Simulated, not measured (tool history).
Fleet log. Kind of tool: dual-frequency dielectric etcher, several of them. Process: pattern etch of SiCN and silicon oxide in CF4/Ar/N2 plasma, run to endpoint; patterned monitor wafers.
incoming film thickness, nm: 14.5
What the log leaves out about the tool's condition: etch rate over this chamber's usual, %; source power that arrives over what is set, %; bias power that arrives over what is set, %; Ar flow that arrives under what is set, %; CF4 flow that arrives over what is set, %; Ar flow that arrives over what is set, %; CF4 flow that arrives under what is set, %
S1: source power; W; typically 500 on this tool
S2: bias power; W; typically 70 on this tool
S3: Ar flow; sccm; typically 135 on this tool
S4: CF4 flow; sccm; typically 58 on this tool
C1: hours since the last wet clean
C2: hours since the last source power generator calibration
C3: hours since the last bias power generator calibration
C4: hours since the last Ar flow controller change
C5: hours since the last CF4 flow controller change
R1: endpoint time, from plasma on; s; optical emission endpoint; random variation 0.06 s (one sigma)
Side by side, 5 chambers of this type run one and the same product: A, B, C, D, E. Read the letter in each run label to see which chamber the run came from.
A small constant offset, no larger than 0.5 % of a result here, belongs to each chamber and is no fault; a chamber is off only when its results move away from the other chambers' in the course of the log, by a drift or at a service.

run	hour	S1	S2	S3	S4	C1	C2	C3	C4	C5	R1
1E	6.9	500	70	135	58	23.3	1778.7	636	1350.4	3646.7	16.949
2D	16.8	500	70	135	58	70.2	3419	1873.7	2178.4	2496.8	16.619
3B	24.2	500	70	135	58	203.8	694.1	2693.9	1349.6	311	16.781
4A	34.2	500	70	135	58	126.2	1417.4	1890.5	195.6	1646.6	16.594
5C	44.4	500	70	135	58	436.2	3444.1	1509.3	436.2	2244	16.676
6B	51.2	500	70	135	58	230.8	721.1	2720.9	1376.6	338	16.741
# hour 60.4: chamber C: wet clean of the chamber
7D	63.6	500	70	135	58	117	3465.8	1920.5	2225.2	2543.6	16.699
8C	73.1	500	70	135	58	12.8	3472.8	1538	464.9	2272.7	16.706
9A	80.3	500	70	135	58	172.3	1463.5	1936.6	241.7	1692.7	16.732
10E	91.9	500	70	135	67	108.3	1863.7	721	1435.4	3731.7	16.495
11A	103.8	500	70	135	67	195.8	1487	1960.1	265.2	1716.2	16.365
12C	115.4	500	70	135	67	55.1	3515.1	1580.3	507.2	2315	16.336
13E	123.6	500	70	135	67	140	1895.4	752.7	1467.1	3763.4	16.466
14B	130.3	500	70	135	67	309.9	800.2	2800	1455.7	417.1	16.257
15D	142.7	500	70	135	58	196.1	3544.9	1999.6	2304.3	2622.7	16.788
16E	154.7	500	70	135	58	171.1	1926.5	783.8	1498.2	3794.5	16.787
17B	167.1	500	70	135	58	346.7	837	2836.8	1492.5	453.9	16.628
# hour 168.3: chamber A: CF4 flow controller replaced
18D	173.9	500	70	135	58	227.3	3576.1	2030.8	2335.5	2653.9	16.721
19A	184.8	500	70	135	58	276.8	1568	2041.1	346.2	16.5	16.698
20C	194.5	500	70	135	58	134.2	3594.2	1659.4	586.3	2394.1	16.763
21C	201.9	500	70	135	58	141.6	3601.6	1666.8	593.7	2401.5	16.633
22D	211.2	500	70	135	58	264.6	3613.4	2068.1	2372.8	2691.2	16.786
23E	219.7	580	70	135	58	236.1	1991.5	848.8	1563.2	3859.5	14.841
24B	228.1	580	70	135	58	407.7	898	2897.8	1553.5	514.9	14.548
25A	234.5	580	70	135	58	326.5	1617.7	2090.8	395.9	66.2	14.671
26E	240.7	580	70	135	58	257.1	2012.5	869.8	1584.2	3880.5	14.698
27B	252.2	580	70	135	58	431.8	922.1	2921.9	1577.6	539	14.376
28A	261.1	500	70	135	58	353.1	1644.3	2117.4	422.5	92.8	16.804
# hour 264.9: chamber D: CF4 flow controller replaced
29D	269.8	500	70	135	58	323.2	3672	2126.7	2431.4	4.9	16.619
# hour 272: chamber A: wet clean of the chamber
30C	280.4	500	70	135	58	220.1	3680.1	1745.3	672.2	2480	16.61
31B	291.8	500	70	135	58	471.4	961.7	2961.5	1617.2	578.6	16.434
# hour 296.8: chamber B: bias power generator calibrated
32C	298.1	500	70	135	58	237.8	3697.8	1763	689.9	2497.7	16.687
33D	310.4	500	70	110	65	363.8	3712.6	2167.3	2472	45.5	15.825
34A	321	500	70	110	65	49	1704.2	2177.3	482.4	152.7	15.765
35E	332.2	500	70	110	65	348.6	2104	961.3	1675.7	3972	15.865
36E	343.3	500	70	110	65	359.7	2115.1	972.4	1686.8	3983.1	16.021
37C	351.8	500	70	110	65	291.5	3751.5	1816.7	743.6	2551.4	15.77
38A	362.1	500	70	102	58	90.1	1745.3	2218.4	523.5	193.8	15.945
39D	369.5	500	70	102	58	422.9	3771.7	2226.4	2531.1	104.6	15.982
40B	376.9	500	70	102	58	556.5	1046.8	80.1	1702.3	663.7	15.497
41C	382.6	500	70	102	58	322.3	3782.3	1847.5	774.4	2582.2	15.941
42B	390.3	500	70	102	58	569.9	1060.2	93.5	1715.7	677.1	15.65
43D	399.5	500	70	135	58	452.9	3801.7	2256.4	2561.1	134.6	16.669

Decide between three cases: one chamber stands off from its peers, the gauge reading all wafers drifts, or nothing is wrong past each chamber's small offset. Where a chamber is off, say which and what most likely put it there.

One chamber, B, drifts off from the rest bit by bit.
Most likely cause: etch rate over this chamber's usual, % = 2.93.
It could be hard to tell apart here from: source power that arrives over what is set, %.

Here are 4 candidates for chamber B's next run, each the usual settings with a change, their results left as question marks. Which one brings its results back in line with what the others give on the usual settings?
To be in line, a result may differ from the other chambers' mean on the usual settings by at most: R1 0.21 s
44B-1	408.5	490	69	136	58						?
44B-2	408.5	510	71	134	58						?
44B-3	408.5	480	69	136	57						?
44B-4	408.5	500	78	135	61						?

Other chambers, usual settings, mean: R1 16.738 s
run	R1
44B-1	16.723
44B-2	15.937
44B-3	17.082
44B-4	15.573
44B-1 is the one that brings the chamber's results back in line with the other chambers.
